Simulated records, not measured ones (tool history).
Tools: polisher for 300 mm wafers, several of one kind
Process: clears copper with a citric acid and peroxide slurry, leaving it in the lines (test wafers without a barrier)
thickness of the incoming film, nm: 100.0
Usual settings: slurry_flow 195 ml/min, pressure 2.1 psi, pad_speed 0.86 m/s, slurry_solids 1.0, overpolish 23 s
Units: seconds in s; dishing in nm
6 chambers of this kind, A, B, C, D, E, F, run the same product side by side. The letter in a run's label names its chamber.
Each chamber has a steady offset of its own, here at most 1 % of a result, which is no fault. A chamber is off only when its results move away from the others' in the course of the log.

run   hour  slurry_flow  pressure  pad_speed  slurry_solids  overpolish  wafers polished on this pad  hours since the slurry nozzle was cleaned  hours since the head pressure was calibrated  hours since the slurry blender was calibrated  seconds  dishing
 1F    3.4          195       2.1       0.86            1.0          23                          565                                      317.7                                         588.8                                           65.0   80.040   18.262
 2C    5.9          195       2.1       0.86            1.0          23                          736                                      226.3                                         710.1                                           77.3   78.918   17.466
 3B    9.1          195       2.1       0.86            1.0          23                          955                                      181.4                                         782.5                                           51.7   77.855   17.651
      11.0  -- chamber B: worn pad replaced by a new one
 4E   11.1          195       2.1       0.86            1.0          23                          828                                      287.0                                         396.9                                           15.3   79.654   17.815
 5D   13.8          195       2.1       0.86            1.0          14                          401                                      411.5                                         828.7                                          179.3   78.943   12.269
      16.2  -- chamber F: slurry nozzle cleaned
 6A   17.8          195       2.1       0.86            1.0          14                          870                                      536.9                                        1152.8                                          222.4   79.707   11.911
 7B   21.4          195       2.1       0.86            1.0          14                           91                                      193.7                                         794.8                                           64.0   79.102   12.064
 8C   25.4          195       2.1       0.86            1.0          14                          907                                      245.8                                         729.6                                           96.8   79.570   12.024
      26.4  -- chamber E: worn pad replaced by a new one
 9E   27.8          195       2.1       0.86            1.0          14                           12                                      303.7                                         413.6                                           32.0   81.623   11.748
10F   31.1          195       2.1       0.86            1.0          14                          808                                       15.0                                         616.5                                           92.7   80.602   12.582
      32.0  -- chamber C: worn pad replaced by a new one
11A   35.1          195       2.1       0.86            1.0          23                         1022                                      554.2                                        1170.1                                          239.7   80.062   17.732
12D   37.7          195       2.1       0.86            1.0          23                          609                                      435.4                                         852.6                                          203.2   81.119   17.750
      38.2  -- chamber A: slurry blender recalibrated
      39.2  -- chamber F: worn pad replaced by a new one
13B   39.7          195       2.1       0.86            1.0          23                          251                                      212.0                                         813.1                                           82.3   79.879   17.742
14E   42.5          195       2.1       0.86            1.0          23                          140                                      318.4                                         428.3                                           46.7   79.065   17.878
15A   46.6          195       2.1       0.86            1.0          23                         1122                                      565.7                                        1181.6                                            8.4   79.684   18.200
16C   48.9          195       2.1       0.86            1.0          23                          147                                      269.3                                         753.1                                          120.3   78.514   18.015
17D   50.9          195       2.1       0.86            1.0          23                          725                                      448.6                                         865.8                                          216.4   83.427   18.638
      51.4  -- chamber A: worn pad replaced by a new one
18F   53.3          195       2.1       0.86            1.0          23                          123                                       37.2                                         638.7                                          114.9   79.577   18.001
19C   55.2          195       2.1       0.86            1.0          23                          202                                      275.6                                         759.4                                          126.6   81.479   17.884
      56.8  -- chamber D: worn pad replaced by a new one
20F   57.8          195       2.1       0.86            1.0          23                          163                                       41.7                                         643.2                                          119.4   80.739   18.338
21B   61.8          195       2.1       0.86            1.0          23                          444                                      234.1                                         835.2                                          104.4   81.510   17.821
      63.6  -- chamber A: head pressure recalibrated
22D   65.2          195       2.1       1.02            1.0          23                           73                                      462.9                                         880.1                                          230.7   68.540   20.563
      67.1  -- chamber D: head pressure recalibrated
23E   68.0          195       2.1       1.02            1.0          23                          363                                      343.9                                         453.8                                           72.2   67.209   20.154
      68.6  -- chamber A: slurry nozzle cleaned
24A   70.3          195       2.1       1.02            1.0          23                          165                                        1.8                                           6.7                                           32.1   68.149   19.914
25A   72.9          195       2.1       1.02            1.0          23                          188                                        4.4                                           9.3                                           34.7   67.391   20.628
      73.3  -- chamber E: slurry nozzle cleaned
26E   75.8          195       2.1       1.02            1.0          23                          431                                        2.6                                         461.6                                           80.0   67.919   20.112
27C   79.6          195       2.1       1.02            1.0          23                          416                                      300.0                                         783.8                                          151.0   67.713   20.373
28F   81.5          195       2.1       0.86            1.0          23                          370                                       65.4                                         666.9                                          143.1   78.953   18.354
29B   84.7          195       2.1       0.86            1.0          23                          644                                      257.0                                         858.1                                          127.3   80.284   17.761
30D   87.8          195       2.1       0.86            1.0          23                          271                                      485.5                                          20.8                                          253.3   80.616   17.922
31D   90.3          195       2.1       0.86            1.0          23                          292                                      488.0                                          23.3                                          255.8   80.584   18.081
32B   92.8          195       2.1       0.86            1.0          23                          715                                      265.1                                         866.2                                          135.4   80.637   18.042
33A   95.9          195       2.8       0.86            0.8          23                          389                                       27.4                                          32.3                                           57.7   61.686   21.262
34F   99.3          195       2.8       0.86            0.8          23                          525                                       83.2                                         684.7                                          160.9   63.651   21.026
35E  101.7          195       2.8       0.86            0.8          23                          658                                       28.5                                         487.5                                          105.9   63.377   21.293
36C  103.8          195       2.8       0.86            0.8          23                          627                                      324.2                                         808.0                                          175.2   63.641   21.466
37C  105.7          195       2.8       0.86            0.8          23                          644                                      326.1                                         809.9                                          177.1   62.528   21.357
38E  109.9          195       2.8       0.86            0.8          23                          729                                       36.7                                         495.7                                          114.1   64.614   21.157
39A  111.8          195       2.1       0.86            1.0          23                          528                                       43.3                                          48.2                                           73.6   82.866   18.047
40D  113.8          195       2.1       0.86            1.0          23                          498                                      511.5                                          46.8                                          279.3   80.944   17.894
41F  115.7          195       2.1       0.86            1.0          23                          669                                       99.6                                         701.1                                          177.3   76.515   18.046
42B  119.1          195       2.1       0.86            1.0          23                          944                                      291.4                                         892.5                                          161.7   82.521   17.713
43E  122.1          195       2.1       0.86            1.0          23                          836                                       48.9                                         507.9                                          126.3   78.429   17.778
44C  124.2          195       2.1       0.86            1.0          23                          805                                      344.6                                         828.4                                          195.6   77.943   17.941

All 6 chambers run these settings next. Forecast each chamber's results:
45A  127.2          195       1.8       0.86            1.0          23                                                                                                                                                                             ?        ?
45B  127.2          195       1.8       0.86            1.0          23                                                                                                                                                                             ?        ?
45C  127.2          195       1.8       0.86            1.0          23                                                                                                                                                                             ?        ?
45D  127.2          195       1.8       0.86            1.0          23                                                                                                                                                                             ?        ?
45E  127.2          195       1.8       0.86            1.0          23                                                                                                                                                                             ?        ?
45F  127.2          195       1.8       0.86            1.0          23                                                                                                                                                                             ?        ?

run  seconds  dishing
45A   91.979   15.988
45B   93.116   15.809
45C   97.224   16.064
45D   90.978   16.554
45E   94.955   15.513
45F   92.869   15.866
